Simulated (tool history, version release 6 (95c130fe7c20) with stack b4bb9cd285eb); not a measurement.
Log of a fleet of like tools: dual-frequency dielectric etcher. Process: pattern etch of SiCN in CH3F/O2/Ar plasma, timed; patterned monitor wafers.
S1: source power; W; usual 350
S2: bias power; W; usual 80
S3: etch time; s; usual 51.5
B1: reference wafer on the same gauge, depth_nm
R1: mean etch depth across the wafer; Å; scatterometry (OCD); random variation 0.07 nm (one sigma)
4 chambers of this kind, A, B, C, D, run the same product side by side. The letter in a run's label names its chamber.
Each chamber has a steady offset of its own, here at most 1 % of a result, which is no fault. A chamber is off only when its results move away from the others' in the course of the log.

run	hour	S1	S2	S3	B1	R1
1C	5.6	350	80	51.5	20.302	189.73
2A	12	350	80	51.5	20.311	190.65
3D	16.3	350	80	51.5	20.318	191.89
4B	23.7	350	80	51.5	20.296	191.2
5D	32.7	350	80	39	20.309	144.87
6C	40.7	350	80	39	20.287	144.9
7B	50.5	350	80	39	20.295	143.83
8A	55.8	350	80	39	20.303	145.01
9A	61	350	80	46.5	20.307	172.69
10D	65.3	350	80	46.5	20.302	173.05
11B	73	350	80	46.5	20.308	173.03
# hour 74.6: chamber C: bias power generator calibrated
12C	81	350	80	46.5	20.305	171.83
13B	90	350	80	51.5	20.283	190.75
14D	95.1	350	80	51.5	20.298	191.2
15A	104.2	350	80	51.5	20.299	192.14
16C	113.6	350	80	51.5	20.309	190.57
17D	120.5	350	80	58	20.3	216.56
18C	129.3	350	80	58	20.313	214.48
19A	135.9	350	80	58	20.309	215.48
20B	143.5	350	80	58	20.309	215.16
21C	151.3	350	80	51.5	20.304	188.85
22A	156.3	350	80	51.5	20.305	190.84
23D	165.3	350	80	51.5	20.305	194.07
24B	171.6	350	80	51.5	20.304	190.92
# hour 177.9: chamber A: bias power generator calibrated
25A	179.1	350	80	51.5	20.318	190.98
26C	185.6	350	80	51.5	20.296	189.8
27B	191.8	350	80	51.5	20.297	190.24
28D	198.7	350	80	51.5	20.297	195.27
29C	206.3	440	80	64	20.267	255.89
30A	211	440	80	64	20.312	257.69
31D	218.5	440	80	64	20.272	265.72
32B	227.9	440	80	64	20.297	257.52
# hour 229: chamber D: bias power generator calibrated
33D	235.7	350	80	51.5	20.295	197.59
34B	243	350	80	51.5	20.296	191.8
35A	252.4	350	80	51.5	20.296	191.46
36C	256.8	350	80	51.5	20.307	189.65

All 4 chambers run these settings next. Forecast each chamber's results:
37A	263.9	350	80	51.5		?
37B	263.9	350	80	51.5		?
37C	263.9	350	80	51.5		?
37D	263.9	350	80	51.5		?

run	R1
37A	191.76
37B	191.95
37C	189.5
37D	197.97

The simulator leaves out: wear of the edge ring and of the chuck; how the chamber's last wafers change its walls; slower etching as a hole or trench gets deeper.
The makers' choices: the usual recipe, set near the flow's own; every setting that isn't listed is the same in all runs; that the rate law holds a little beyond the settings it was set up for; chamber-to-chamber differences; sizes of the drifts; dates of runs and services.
